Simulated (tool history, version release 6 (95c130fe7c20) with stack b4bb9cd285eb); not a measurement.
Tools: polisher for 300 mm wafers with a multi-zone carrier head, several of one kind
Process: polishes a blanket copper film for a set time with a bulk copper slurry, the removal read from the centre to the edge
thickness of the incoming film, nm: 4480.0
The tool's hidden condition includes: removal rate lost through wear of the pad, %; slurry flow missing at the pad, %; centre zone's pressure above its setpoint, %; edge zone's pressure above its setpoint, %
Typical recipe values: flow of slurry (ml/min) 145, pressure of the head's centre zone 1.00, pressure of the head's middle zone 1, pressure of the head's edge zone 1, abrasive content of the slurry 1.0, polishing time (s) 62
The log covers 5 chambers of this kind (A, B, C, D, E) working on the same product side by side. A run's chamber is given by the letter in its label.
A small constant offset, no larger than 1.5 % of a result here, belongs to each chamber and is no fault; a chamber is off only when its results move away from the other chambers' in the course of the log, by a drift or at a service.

run	hour	flow of slurry (ml/min)	pressure of the head's centre zone	pressure of the head's middle zone	pressure of the head's edge zone	abrasive content of the slurry	polishing time (s)	wafers polished on this pad	hours since the slurry nozzle was cleaned	hours since the centre zone pressure was calibrated	hours since the edge zone pressure was calibrated	film removed at the wafer's centre (nm)	film removed at mid-radius (nm)	film removed at the wafer's edge (nm)
1D	9.2	145	1.00	1	1	1.0	62	1247	262.0	860.4	294.5	678.65	674.36	674.86
2E	20.1	145	1.00	1	1	1.0	62	672	101.4	414.2	492.6	676.84	673.59	663.70
# hour 20.4: chamber D: worn pad replaced by a new one
# hour 26.4: chamber B: worn pad replaced by a new one
3C	27.0	145	1.00	1	1	1.0	62	281	28.0	228.9	1032.2	677.95	686.88	680.74
# hour 29.2: chamber C: edge zone pressure recalibrated
# hour 29.9: chamber A: worn pad replaced by a new one
4B	36.0	145	1.00	1	1	1.0	62	60	213.0	1007.7	229.4	678.85	676.48	675.81
5A	45.9	145	1.00	1	1	1.0	62	101	182.8	461.0	513.0	687.91	684.68	675.04
# hour 49.1: chamber D: centre zone pressure recalibrated
6C	56.3	145	1.00	1	1	1.0	62	465	57.3	258.2	27.1	677.42	683.52	675.67
7B	67.4	145	1.00	1	1	1.0	62	258	244.4	1039.1	260.8	684.28	676.23	680.77
8E	77.4	145	1.04	1	1	0.8	62	1033	158.7	471.5	549.9	670.43	642.57	639.18
9A	84.2	145	1.04	1	1	0.8	62	342	221.1	499.3	551.3	678.46	645.92	641.33
10D	90.5	145	1.04	1	1	0.8	62	441	343.3	41.4	375.8	682.25	627.85	651.44
11E	95.8	145	1.04	1	1	0.8	62	1148	177.1	489.9	568.3	664.58	648.11	631.68
12C	106.6	145	1.04	1	1	0.8	62	782	107.6	308.5	77.4	670.28	651.40	632.08
13D	112.1	145	1.00	1	1	1.0	62	577	364.9	63.0	397.4	677.34	661.62	671.94
# hour 118.2: chamber B: centre zone pressure recalibrated
14A	121.1	145	1.00	1	1	1.0	62	574	258.0	536.2	588.2	697.75	677.82	685.91
15B	127.5	145	1.00	1	1	1.0	62	637	304.5	9.4	320.9	661.19	661.95	662.72
16B	139.0	145	0.92	1	1	1.0	62	709	316.0	20.9	332.4	595.50	661.96	657.13
17C	148.3	145	0.92	1	1	1.0	62	1045	149.3	350.2	119.1	616.79	678.40	676.59
18E	157.4	145	0.92	1	1	1.0	62	1536	238.7	551.5	629.9	616.84	678.93	667.92
# hour 158.2: chamber E: worn pad replaced by a new one
# hour 160.0: chamber C: worn pad replaced by a new one
19A	163.7	145	0.92	1	1	1.0	62	843	300.6	578.8	630.8	622.65	672.58	671.60
20D	171.0	145	0.92	1	1	1.0	62	948	423.8	121.9	456.3	619.10	668.17	682.83
21D	176.9	145	1.00	1	1	1.0	62	986	429.7	127.8	462.2	686.56	666.74	678.49
22A	187.9	145	1.00	1	1	1.0	62	995	324.8	603.0	655.0	675.32	678.29	681.42
# hour 188.1: chamber D: edge zone pressure recalibrated
23B	195.5	145	1.00	1	1	1.0	62	1065	372.5	77.4	388.9	657.52	652.89	667.14
# hour 199.1: chamber B: worn pad replaced by a new one
24E	202.7	145	1.00	1	1	1.0	62	280	284.0	596.8	675.2	668.15	678.80	664.63
25C	210.6	145	1.00	1	1	1.0	62	319	211.6	412.5	181.4	672.67	685.51	687.83
26B	219.4	145	1.00	1	1	1.0	62	128	396.4	101.3	412.8	646.54	646.95	666.18
# hour 221.1: chamber D: worn pad replaced by a new one
27D	225.7	145	1.00	1	1	1.0	62	29	478.5	176.6	37.7	686.49	662.41	671.38
# hour 228.8: chamber D: slurry nozzle cleaned
28C	236.3	145	1.00	1	1	1.0	62	480	237.3	438.2	207.1	670.42	679.15	673.85
# hour 237.5: chamber A: worn pad replaced by a new one
29A	246.2	115	1.00	1	1	1.0	55	55	383.1	661.3	713.3	570.77	569.79	573.09
30E	256.4	115	1.00	1	1	1.0	55	619	337.7	650.5	728.9	571.00	576.81	567.92
31C	261.7	115	1.00	1	1	1.0	55	640	262.7	463.6	232.5	563.98	568.47	573.68
32D	269.6	115	1.00	1	1	1.0	55	305	40.8	220.5	81.6	561.21	562.18	585.10
33A	278.6	115	1.00	1	1	1.0	55	259	415.5	693.7	745.7	576.09	574.50	569.62
34E	289.2	145	1.00	1	1	1.0	62	825	370.5	683.3	761.7	677.57	666.94	662.94
35B	296.5	145	1.00	1	1	1.0	62	613	473.5	178.4	489.9	630.60	630.40	646.14

Predict what each chamber gives when all 5 of them run the settings below next.
36A	305.2	145	1.09	1	1	1.0	62					?	?	?
36B	305.2	145	1.09	1	1	1.0	62					?	?	?
36C	305.2	145	1.09	1	1	1.0	62					?	?	?
36D	305.2	145	1.09	1	1	1.0	62					?	?	?
36E	305.2	145	1.09	1	1	1.0	62					?	?	?

run	film removed at the wafer's centre (nm)	film removed at mid-radius (nm)	film removed at the wafer's edge (nm)
36A	768.32	681.47	669.92
36B	687.18	624.04	633.94
36C	744.08	677.80	683.97
36D	752.58	672.45	678.99
36E	734.24	672.56	670.87
